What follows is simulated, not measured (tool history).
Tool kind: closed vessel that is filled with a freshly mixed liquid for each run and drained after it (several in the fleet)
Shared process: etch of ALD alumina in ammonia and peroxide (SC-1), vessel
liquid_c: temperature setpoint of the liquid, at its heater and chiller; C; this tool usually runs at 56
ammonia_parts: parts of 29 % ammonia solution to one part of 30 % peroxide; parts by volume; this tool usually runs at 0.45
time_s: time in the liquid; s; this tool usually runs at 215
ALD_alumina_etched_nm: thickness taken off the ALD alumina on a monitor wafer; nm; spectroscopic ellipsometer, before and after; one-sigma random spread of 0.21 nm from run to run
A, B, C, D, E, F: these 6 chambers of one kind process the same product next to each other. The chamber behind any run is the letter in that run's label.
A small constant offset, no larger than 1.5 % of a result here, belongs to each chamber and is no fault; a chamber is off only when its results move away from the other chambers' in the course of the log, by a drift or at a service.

run,day,liquid_c,ammonia_parts,time_s,hours since the thermometer was replaced,hours since the ammonia flow meter was replaced,hours since the drum of ammonia solution was connected,"read-back film thickness of the ALD alumina reference wafer, read on the same gauge (nm)",ALD_alumina_etched_nm
# day 0.112: chamber F: ammonia flow meter replaced
1F,0.458,56,0.45,215,1598.5,8.3,496,49.966,20.888
2A,0.992,56,0.45,215,624.3,969.2,895.6,50.02,20.586
3E,1.454,56,0.45,215,1032.9,841,134.4,49.993,21.091
4B,1.983,56,0.45,215,1358.5,526.4,198.9,49.995,20.953
5D,2.229,52,0.45,215,126.6,147.8,89.1,50.004,16.945
6C,2.562,52,0.45,215,569.5,448,770.4,50.013,17.179
7D,2.904,52,0.45,215,142.8,164,105.3,50.013,17.261
8E,3.433,52,0.45,215,1080.4,888.5,181.9,50.002,16.987
9B,3.879,52,0.45,215,1404,571.9,244.4,50.006,16.608
10F,4.35,52,0.45,215,1691.9,101.7,589.4,50.015,16.606
# day 4.504: chamber A: ammonia flow meter replaced
11C,4.679,56,0.45,215,620.3,498.8,821.2,50.003,21.021
12A,4.942,56,0.45,215,719.1,10.6,990.4,49.999,20.678
13E,5.275,56,0.45,215,1124.6,932.7,226.1,50.01,20.786
14C,5.671,47,0.45,165,644.1,522.6,845,49.994,9.9072
15B,5.988,47,0.45,165,1454.6,622.5,295,50.008,9.7458
16F,6.429,47,0.45,165,1741.8,151.6,639.3,49.994,9.8805
17D,6.929,47,0.45,165,239.4,260.6,201.9,49.989,10.02
18A,7.329,47,0.45,165,776.4,67.9,1047.7,49.991,9.7681
# day 7.375: chamber E: new drum of ammonia solution connected
19D,7.625,47,0.45,165,256.1,277.3,218.6,49.993,9.937
# day 7.654: chamber B: new drum of ammonia solution connected
# day 7.779: chamber F: new drum of ammonia solution connected
20C,8.108,56,0.45,215,702.6,581.1,903.5,50.013,20.873
# day 8.221: chamber B: ammonia flow meter replaced
21A,8.35,56,0.45,215,800.9,92.4,1072.2,49.998,20.871
22E,8.746,56,0.45,215,1207.9,1016,32.9,49.992,21.024
23B,9.138,56,0.45,215,1530.2,22.1,35.6,49.995,21.314
24F,9.512,56,0.45,215,1815.8,225.6,41.7,49.986,20.36
25E,10.004,56,0.45,215,1238.1,1046.2,63.1,50,21.352
26D,10.279,56,0.45,215,319.8,341,282.3,50.003,20.626
# day 10.3: chamber D: new drum of ammonia solution connected
27C,10.671,56,0.45,215,764.1,642.6,965,50.013,20.196
28B,11.171,56,0.45,215,1579,70.9,84.4,49.996,20.865
29A,11.421,56,0.45,215,874.6,166.1,1145.9,50.015,20.362
30F,11.662,56,0.45,215,1867.4,277.2,93.3,49.978,21.059
31C,12.079,56,0.45,215,797.9,676.4,998.8,50.009,19.377
32F,12.425,56,0.45,215,1885.7,295.5,111.6,49.99,21.204
33D,12.912,56,0.45,215,383,404.2,62.7,49.992,20.814
# day 13.188: chamber B: thermometer replaced
34B,13.317,56,0.45,215,3.1,122.4,135.9,49.995,21.058
35E,13.679,56,0.45,215,1326.3,1134.4,151.3,50.011,21.129
36A,13.938,56,0.3,265,935,226.5,1206.3,50.006,24.728
37A,14.179,56,0.3,265,940.8,232.3,1212.1,49.99,25.066
38F,14.442,56,0.3,265,1934.1,343.9,160,50.024,24.565

All 6 chambers run these settings next. Forecast each chamber's results:
39A,14.833,56,0.45,215,,,,,?
39B,14.833,56,0.45,215,,,,,?
39C,14.833,56,0.45,215,,,,,?
39D,14.833,56,0.45,215,,,,,?
39E,14.833,56,0.45,215,,,,,?
39F,14.833,56,0.45,215,,,,,?

run,ALD_alumina_etched_nm
39A,20.723
39B,20.849
39C,18.98
39D,20.778
39E,21.004
39F,20.791

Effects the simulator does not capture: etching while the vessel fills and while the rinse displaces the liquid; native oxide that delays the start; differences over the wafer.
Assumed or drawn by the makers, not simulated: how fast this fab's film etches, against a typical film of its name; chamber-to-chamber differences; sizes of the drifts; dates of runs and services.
